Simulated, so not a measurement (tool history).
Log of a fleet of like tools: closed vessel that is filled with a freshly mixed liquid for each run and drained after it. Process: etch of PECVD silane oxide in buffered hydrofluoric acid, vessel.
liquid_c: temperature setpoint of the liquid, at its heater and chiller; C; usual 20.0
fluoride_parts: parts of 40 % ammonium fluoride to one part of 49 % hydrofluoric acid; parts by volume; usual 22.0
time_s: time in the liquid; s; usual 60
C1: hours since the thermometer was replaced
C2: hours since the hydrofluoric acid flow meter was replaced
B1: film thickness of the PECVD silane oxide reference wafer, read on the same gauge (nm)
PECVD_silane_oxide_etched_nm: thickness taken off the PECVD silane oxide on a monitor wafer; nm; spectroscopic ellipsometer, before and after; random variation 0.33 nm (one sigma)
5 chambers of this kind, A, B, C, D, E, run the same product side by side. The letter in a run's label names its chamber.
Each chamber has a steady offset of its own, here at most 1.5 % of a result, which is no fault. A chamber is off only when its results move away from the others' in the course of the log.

{"run": "1D", "day": 0.317, "liquid_c": 20.0, "fluoride_parts": 22.0, "time_s": 60, "C1": 633.3, "C2": 185.3, "B1": 120.0, "PECVD_silane_oxide_etched_nm": 56.943}
{"run": "2B", "day": 0.675, "liquid_c": 20.0, "fluoride_parts": 22.0, "time_s": 60, "C1": 494.9, "C2": 623.0, "B1": 120.0, "PECVD_silane_oxide_etched_nm": 55.939}
{"run": "3E", "day": 1.008, "liquid_c": 20.0, "fluoride_parts": 22.0, "time_s": 60, "C1": 1311.3, "C2": 460.1, "B1": 119.99, "PECVD_silane_oxide_etched_nm": 56.33}
{"run": "4A", "day": 1.304, "liquid_c": 20.0, "fluoride_parts": 22.0, "time_s": 60, "C1": 745.2, "C2": 721.5, "B1": 120.01, "PECVD_silane_oxide_etched_nm": 55.686}
{"run": "5C", "day": 1.621, "liquid_c": 17.5, "fluoride_parts": 22.0, "time_s": 75, "C1": 126.6, "C2": 801.3, "B1": 120.0, "PECVD_silane_oxide_etched_nm": 60.325}
{"run": "6B", "day": 2.183, "liquid_c": 17.5, "fluoride_parts": 22.0, "time_s": 75, "C1": 531.1, "C2": 659.2, "B1": 120.0, "PECVD_silane_oxide_etched_nm": 60.82}
{"run": "7C", "day": 2.542, "liquid_c": 17.5, "fluoride_parts": 22.0, "time_s": 75, "C1": 148.7, "C2": 823.4, "B1": 120.02, "PECVD_silane_oxide_etched_nm": 60.326}
{"run": "8A", "day": 3.121, "liquid_c": 17.5, "fluoride_parts": 22.0, "time_s": 75, "C1": 788.8, "C2": 765.1, "B1": 120.01, "PECVD_silane_oxide_etched_nm": 60.58}
{"run": "9D", "day": 3.771, "liquid_c": 17.5, "fluoride_parts": 22.0, "time_s": 75, "C1": 716.2, "C2": 268.2, "B1": 120.02, "PECVD_silane_oxide_etched_nm": 61.673}
{"run": "10E", "day": 4.308, "liquid_c": 20.0, "fluoride_parts": 22.0, "time_s": 60, "C1": 1390.5, "C2": 539.3, "B1": 119.99, "PECVD_silane_oxide_etched_nm": 56.475}
{"run": "11A", "day": 4.788, "liquid_c": 20.0, "fluoride_parts": 22.0, "time_s": 60, "C1": 828.8, "C2": 805.1, "B1": 120.01, "PECVD_silane_oxide_etched_nm": 56.654}
{"run": "12B", "day": 5.342, "liquid_c": 20.0, "fluoride_parts": 22.0, "time_s": 60, "C1": 606.9, "C2": 735.0, "B1": 120.0, "PECVD_silane_oxide_etched_nm": 55.796}
{"run": "13C", "day": 5.792, "liquid_c": 20.0, "fluoride_parts": 22.0, "time_s": 60, "C1": 226.7, "C2": 901.4, "B1": 120.0, "PECVD_silane_oxide_etched_nm": 55.691}
{"run": "14D", "day": 6.383, "liquid_c": 20.0, "fluoride_parts": 22.0, "time_s": 60, "C1": 778.9, "C2": 330.9, "B1": 120.02, "PECVD_silane_oxide_etched_nm": 56.56}
{"run": "15E", "day": 6.804, "liquid_c": 20.0, "fluoride_parts": 15.5, "time_s": 60, "C1": 1450.4, "C2": 599.2, "B1": 120.0, "PECVD_silane_oxide_etched_nm": 77.263}
{"run": "16A", "day": 7.108, "liquid_c": 20.0, "fluoride_parts": 15.5, "time_s": 60, "C1": 884.5, "C2": 860.8, "B1": 120.01, "PECVD_silane_oxide_etched_nm": 78.894}
{"run": "17B", "day": 7.458, "liquid_c": 20.0, "fluoride_parts": 15.5, "time_s": 60, "C1": 657.7, "C2": 785.8, "B1": 120.0, "PECVD_silane_oxide_etched_nm": 77.371}
{"run": "18E", "day": 8.046, "liquid_c": 20.0, "fluoride_parts": 15.5, "time_s": 60, "C1": 1480.2, "C2": 629.0, "B1": 119.98, "PECVD_silane_oxide_etched_nm": 77.566}
{"run": "19C", "day": 8.338, "liquid_c": 20.0, "fluoride_parts": 15.5, "time_s": 60, "C1": 287.8, "C2": 962.5, "B1": 119.99, "PECVD_silane_oxide_etched_nm": 76.839}
{"run": "20D", "day": 8.625, "liquid_c": 20.0, "fluoride_parts": 22.0, "time_s": 60, "C1": 832.7, "C2": 384.7, "B1": 119.99, "PECVD_silane_oxide_etched_nm": 56.716}
{"run": "21D", "day": 9.029, "liquid_c": 20.0, "fluoride_parts": 22.0, "time_s": 60, "C1": 842.4, "C2": 394.4, "B1": 119.98, "PECVD_silane_oxide_etched_nm": 56.418}
{"run": "22E", "day": 9.404, "liquid_c": 20.0, "fluoride_parts": 22.0, "time_s": 60, "C1": 1512.8, "C2": 661.6, "B1": 120.02, "PECVD_silane_oxide_etched_nm": 56.157}
{"run": "23C", "day": 9.8, "liquid_c": 20.0, "fluoride_parts": 22.0, "time_s": 60, "C1": 322.9, "C2": 997.6, "B1": 120.0, "PECVD_silane_oxide_etched_nm": 56.117}
{"run": "24A", "day": 10.121, "liquid_c": 20.0, "fluoride_parts": 22.0, "time_s": 60, "C1": 956.8, "C2": 933.1, "B1": 120.01, "PECVD_silane_oxide_etched_nm": 58.641}
{"run": "25B", "day": 10.421, "liquid_c": 20.0, "fluoride_parts": 22.0, "time_s": 60, "C1": 728.8, "C2": 856.9, "B1": 119.99, "PECVD_silane_oxide_etched_nm": 56.474}
{"run": "26E", "day": 10.858, "liquid_c": 20.0, "fluoride_parts": 22.0, "time_s": 30, "C1": 1547.7, "C2": 696.5, "B1": 120.01, "PECVD_silane_oxide_etched_nm": 27.72}
{"run": "27B", "day": 11.179, "liquid_c": 20.0, "fluoride_parts": 22.0, "time_s": 30, "C1": 747.0, "C2": 875.1, "B1": 119.99, "PECVD_silane_oxide_etched_nm": 28.062}
{"run": "28D", "day": 11.717, "liquid_c": 20.0, "fluoride_parts": 22.0, "time_s": 30, "C1": 906.9, "C2": 458.9, "B1": 120.01, "PECVD_silane_oxide_etched_nm": 28.267}
{"run": "29A", "day": 12.342, "liquid_c": 20.0, "fluoride_parts": 22.0, "time_s": 30, "C1": 1010.1, "C2": 986.4, "B1": 120.0, "PECVD_silane_oxide_etched_nm": 29.449}
{"run": "30C", "day": 12.85, "liquid_c": 20.0, "fluoride_parts": 22.0, "time_s": 30, "C1": 396.1, "C2": 1070.8, "B1": 120.01, "PECVD_silane_oxide_etched_nm": 27.734}
{"day": 13.167, "done": "chamber D: thermometer replaced"}
{"run": "31A", "day": 13.475, "liquid_c": 17.0, "fluoride_parts": 28.0, "time_s": 60, "C1": 1037.3, "C2": 1013.6, "B1": 120.0, "PECVD_silane_oxide_etched_nm": 41.79}
{"run": "32C", "day": 13.858, "liquid_c": 17.0, "fluoride_parts": 28.0, "time_s": 60, "C1": 420.3, "C2": 1095.0, "B1": 119.99, "PECVD_silane_oxide_etched_nm": 39.668}
{"run": "33D", "day": 14.492, "liquid_c": 17.0, "fluoride_parts": 28.0, "time_s": 60, "C1": 31.9, "C2": 525.5, "B1": 120.01, "PECVD_silane_oxide_etched_nm": 39.805}
{"run": "34B", "day": 14.904, "liquid_c": 17.0, "fluoride_parts": 28.0, "time_s": 60, "C1": 836.4, "C2": 964.5, "B1": 119.99, "PECVD_silane_oxide_etched_nm": 39.683}

All 5 chambers run these settings next. Forecast each chamber's results:
{"run": "35A", "day": 15.379, "liquid_c": 20.0, "fluoride_parts": 26.0, "time_s": 60, "PECVD_silane_oxide_etched_nm": "?"}
{"run": "35B", "day": 15.379, "liquid_c": 20.0, "fluoride_parts": 26.0, "time_s": 60, "PECVD_silane_oxide_etched_nm": "?"}
{"run": "35C", "day": 15.379, "liquid_c": 20.0, "fluoride_parts": 26.0, "time_s": 60, "PECVD_silane_oxide_etched_nm": "?"}
{"run": "35D", "day": 15.379, "liquid_c": 20.0, "fluoride_parts": 26.0, "time_s": 60, "PECVD_silane_oxide_etched_nm": "?"}
{"run": "35E", "day": 15.379, "liquid_c": 20.0, "fluoride_parts": 26.0, "time_s": 60, "PECVD_silane_oxide_etched_nm": "?"}

run=35A PECVD_silane_oxide_etched_nm=52.797
run=35B PECVD_silane_oxide_etched_nm=50.330
run=35C PECVD_silane_oxide_etched_nm=49.671
run=35D PECVD_silane_oxide_etched_nm=50.706
run=35E PECVD_silane_oxide_etched_nm=50.344
